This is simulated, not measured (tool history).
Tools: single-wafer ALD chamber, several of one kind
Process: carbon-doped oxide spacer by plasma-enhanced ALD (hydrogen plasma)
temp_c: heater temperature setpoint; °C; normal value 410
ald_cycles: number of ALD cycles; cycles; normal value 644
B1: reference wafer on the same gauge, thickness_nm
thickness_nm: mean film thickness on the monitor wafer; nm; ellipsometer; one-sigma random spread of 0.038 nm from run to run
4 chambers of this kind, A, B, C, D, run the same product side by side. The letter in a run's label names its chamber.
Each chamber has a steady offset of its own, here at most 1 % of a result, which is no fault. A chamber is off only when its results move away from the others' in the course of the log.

Run 1C, hour 7.1: usual settings; B1 28.401. Result: thickness_nm 31.475 nm.
Run 2A, hour 15.0: usual settings; B1 28.398. Result: thickness_nm 31.433 nm.
Run 3B, hour 24.2: usual settings; B1 28.415. Result: thickness_nm 31.395 nm.
Run 4D, hour 30.7: usual settings; B1 28.427. Result: thickness_nm 31.155 nm.
Run 5A, hour 43.5: usual settings; B1 28.412. Result: thickness_nm 31.463 nm.
Run 6B, hour 55.9: usual settings; B1 28.428. Result: thickness_nm 31.375 nm.
Run 7D, hour 65.3: usual settings; B1 28.433. Result: thickness_nm 31.096 nm.
Run 8C, hour 71.5: usual settings; B1 28.443. Result: thickness_nm 31.427 nm.
Run 9B, hour 84.0: usual settings; B1 28.448. Result: thickness_nm 31.356 nm.
Run 10A, hour 95.3: usual settings; B1 28.452. Result: thickness_nm 31.423 nm.
Run 11D, hour 101.7: usual settings; B1 28.456. Result: thickness_nm 31.131 nm.
Run 12C, hour 107.8: usual settings; B1 28.452. Result: thickness_nm 31.471 nm.
Run 13C, hour 120.3: usual settings; B1 28.461. Result: thickness_nm 31.568 nm.
At hour 126.3: chamber A: thermocouple changed; heater temperature recalibrated.
Run 14D, hour 132.9: usual settings; B1 28.462. Result: thickness_nm 31.218 nm.
Run 15A, hour 142.7: usual settings; B1 28.460. Result: thickness_nm 31.535 nm.
Run 16B, hour 154.2: usual settings; B1 28.487. Result: thickness_nm 31.480 nm.
Run 17C, hour 166.3: usual settings but temp_c 414 °C, ald_cycles 738 cycles; B1 28.490. Result: thickness_nm 35.650 nm.
Run 18B, hour 172.8: usual settings but temp_c 414 °C, ald_cycles 738 cycles; B1 28.489. Result: thickness_nm 35.556 nm.
Run 19D, hour 180.7: usual settings but temp_c 414 °C, ald_cycles 738 cycles; B1 28.500. Result: thickness_nm 35.224 nm.
Run 20A, hour 192.1: usual settings but temp_c 414 °C, ald_cycles 738 cycles; B1 28.499. Result: thickness_nm 35.703 nm.
Run 21B, hour 198.0: usual settings; B1 28.497. Result: thickness_nm 31.462 nm.
Run 22A, hour 204.6: usual settings; B1 28.501. Result: thickness_nm 31.577 nm.
Run 23D, hour 215.1: usual settings; B1 28.516. Result: thickness_nm 31.176 nm.
Run 24C, hour 224.0: usual settings but ald_cycles 687 cycles; B1 28.512. Result: thickness_nm 33.627 nm.
Run 25C, hour 235.8: usual settings but ald_cycles 687 cycles; B1 28.527. Result: thickness_nm 33.698 nm.
Run 26D, hour 246.6: usual settings but ald_cycles 687 cycles; B1 28.525. Result: thickness_nm 33.252 nm.
Run 27B, hour 252.8: usual settings but ald_cycles 687 cycles; B1 28.536. Result: thickness_nm 33.637 nm.
Run 28A, hour 261.4: usual settings; B1 28.538. Result: thickness_nm 31.563 nm.
Run 29B, hour 268.1: usual settings; B1 28.543. Result: thickness_nm 31.450 nm.
Run 30A, hour 276.3: usual settings; B1 28.533. Result: thickness_nm 31.597 nm.

The same settings go to every chamber for the next run, one line per chamber below. Forecast the results for each:
Run 31A, hour 285.5: usual settings but ald_cycles 603 cycles. Result: thickness_nm ?.
Run 31B, hour 285.5: usual settings but ald_cycles 603 cycles. Result: thickness_nm ?.
Run 31C, hour 285.5: usual settings but ald_cycles 603 cycles. Result: thickness_nm ?.
Run 31D, hour 285.5: usual settings but ald_cycles 603 cycles. Result: thickness_nm ?.

run  thickness_nm
31A        29.578
31B        29.526
31C        29.648
31D        29.220

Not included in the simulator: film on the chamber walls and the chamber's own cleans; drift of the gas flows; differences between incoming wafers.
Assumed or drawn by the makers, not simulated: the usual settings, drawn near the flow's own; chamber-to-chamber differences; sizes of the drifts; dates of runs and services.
